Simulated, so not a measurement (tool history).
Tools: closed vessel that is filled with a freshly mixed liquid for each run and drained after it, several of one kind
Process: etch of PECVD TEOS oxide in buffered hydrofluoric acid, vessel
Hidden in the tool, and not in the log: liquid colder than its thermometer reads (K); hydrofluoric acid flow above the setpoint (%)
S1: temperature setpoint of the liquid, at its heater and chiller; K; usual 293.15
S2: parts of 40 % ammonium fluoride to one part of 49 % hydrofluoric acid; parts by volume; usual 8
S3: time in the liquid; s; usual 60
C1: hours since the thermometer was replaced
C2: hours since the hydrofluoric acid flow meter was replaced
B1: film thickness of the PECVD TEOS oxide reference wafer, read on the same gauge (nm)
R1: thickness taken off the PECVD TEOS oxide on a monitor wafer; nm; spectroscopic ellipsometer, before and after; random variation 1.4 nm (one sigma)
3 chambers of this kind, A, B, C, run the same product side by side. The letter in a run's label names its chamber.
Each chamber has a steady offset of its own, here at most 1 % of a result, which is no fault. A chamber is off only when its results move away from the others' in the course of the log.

{"run": "1A", "day": 0.329, "S1": 293.15, "S2": 8, "S3": 60, "C1": 384.7, "C2": 468, "B1": 139.96, "R1": 163.28}
{"run": "2C", "day": 0.667, "S1": 293.15, "S2": 8, "S3": 60, "C1": 608.8, "C2": 1127.2, "B1": 140, "R1": 164.97}
{"run": "3B", "day": 1.071, "S1": 293.15, "S2": 8, "S3": 60, "C1": 1066.3, "C2": 816.8, "B1": 139.99, "R1": 163.12}
{"run": "4B", "day": 1.529, "S1": 293.15, "S2": 8, "S3": 60, "C1": 1077.3, "C2": 827.8, "B1": 139.98, "R1": 163.67}
{"run": "5A", "day": 1.975, "S1": 293.15, "S2": 8, "S3": 60, "C1": 424.2, "C2": 507.5, "B1": 139.97, "R1": 164.38}
{"run": "6C", "day": 2.558, "S1": 293.15, "S2": 8, "S3": 60, "C1": 654.2, "C2": 1172.6, "B1": 139.99, "R1": 163.94}
{"run": "7C", "day": 3.058, "S1": 293.15, "S2": 8, "S3": 60, "C1": 666.2, "C2": 1184.6, "B1": 140, "R1": 165.48}
{"run": "8B", "day": 3.392, "S1": 293.15, "S2": 8, "S3": 60, "C1": 1122, "C2": 872.5, "B1": 139.98, "R1": 164.62}
{"run": "9A", "day": 3.929, "S1": 293.15, "S2": 8, "S3": 60, "C1": 471.1, "C2": 554.4, "B1": 140.01, "R1": 163.63}
{"run": "10C", "day": 4.467, "S1": 293.15, "S2": 8, "S3": 60, "C1": 700, "C2": 1218.4, "B1": 139.99, "R1": 165.53}
{"run": "11A", "day": 4.988, "S1": 293.15, "S2": 8, "S3": 60, "C1": 496.5, "C2": 579.8, "B1": 140.01, "R1": 163.16}
{"run": "12B", "day": 5.404, "S1": 293.15, "S2": 8, "S3": 60, "C1": 1170.3, "C2": 920.8, "B1": 139.99, "R1": 163.72}
{"run": "13C", "day": 5.883, "S1": 293.15, "S2": 8, "S3": 60, "C1": 734, "C2": 1252.4, "B1": 139.94, "R1": 164.66}
{"day": 6.167, "done": "chamber A: thermometer replaced"}
{"run": "14A", "day": 6.533, "S1": 293.15, "S2": 8, "S3": 60, "C1": 8.9, "C2": 616.9, "B1": 139.95, "R1": 164.34}
{"run": "15B", "day": 7.008, "S1": 293.15, "S2": 8, "S3": 60, "C1": 1208.8, "C2": 959.3, "B1": 139.97, "R1": 163.11}
{"run": "16C", "day": 7.488, "S1": 293.15, "S2": 8, "S3": 60, "C1": 772.5, "C2": 1290.9, "B1": 139.97, "R1": 166.25}
{"run": "17A", "day": 7.946, "S1": 293.15, "S2": 8, "S3": 60, "C1": 42.8, "C2": 650.8, "B1": 140.07, "R1": 165.07}
{"run": "18B", "day": 8.575, "S1": 293.15, "S2": 8, "S3": 60, "C1": 1246.4, "C2": 996.9, "B1": 140.04, "R1": 164.75}
{"day": 8.942, "done": "chamber B: hydrofluoric acid flow meter replaced"}
{"run": "19B", "day": 9.008, "S1": 293.15, "S2": 8, "S3": 60, "C1": 1256.8, "C2": 1.6, "B1": 139.99, "R1": 162.58}
{"run": "20C", "day": 9.571, "S1": 293.15, "S2": 8, "S3": 70, "C1": 822.5, "C2": 1340.9, "B1": 139.97, "R1": 195.36}
{"run": "21A", "day": 10.217, "S1": 293.15, "S2": 8, "S3": 70, "C1": 97.3, "C2": 705.3, "B1": 139.97, "R1": 193.21}
{"run": "22C", "day": 10.562, "S1": 293.15, "S2": 8, "S3": 70, "C1": 846.3, "C2": 1364.7, "B1": 140.04, "R1": 194.38}
{"run": "23A", "day": 11.058, "S1": 293.15, "S2": 8, "S3": 60, "C1": 117.5, "C2": 725.5, "B1": 139.99, "R1": 164.12}
{"run": "24B", "day": 11.417, "S1": 293.15, "S2": 8, "S3": 60, "C1": 1314.6, "C2": 59.4, "B1": 140.04, "R1": 164.52}
{"run": "25B", "day": 11.796, "S1": 293.15, "S2": 8, "S3": 60, "C1": 1323.7, "C2": 68.5, "B1": 139.98, "R1": 166.18}
{"day": 12.004, "done": "chamber C: thermometer replaced"}
{"run": "26A", "day": 12.358, "S1": 291.15, "S2": 8, "S3": 60, "C1": 148.7, "C2": 756.7, "B1": 139.98, "R1": 144.98}
{"run": "27C", "day": 12.742, "S1": 291.15, "S2": 8, "S3": 60, "C1": 17.8, "C2": 1417, "B1": 139.99, "R1": 149.82}
{"run": "28A", "day": 13.329, "S1": 291.15, "S2": 8, "S3": 60, "C1": 172, "C2": 780, "B1": 139.99, "R1": 145.26}
{"run": "29B", "day": 13.688, "S1": 290.15, "S2": 8, "S3": 75, "C1": 1369.1, "C2": 113.9, "B1": 140.03, "R1": 172.65}
{"run": "30C", "day": 14.129, "S1": 290.15, "S2": 8, "S3": 75, "C1": 51.1, "C2": 1450.3, "B1": 140.05, "R1": 175.33}
{"run": "31C", "day": 14.438, "S1": 290.15, "S2": 8, "S3": 75, "C1": 58.5, "C2": 1457.7, "B1": 139.99, "R1": 172.82}

Is one chamber off against the others, does the gauge drift, or is nothing wrong? If a chamber is off, say which, and what the likeliest cause is.

No chamber stands off beyond its own small offset, and the gauge holds steady.
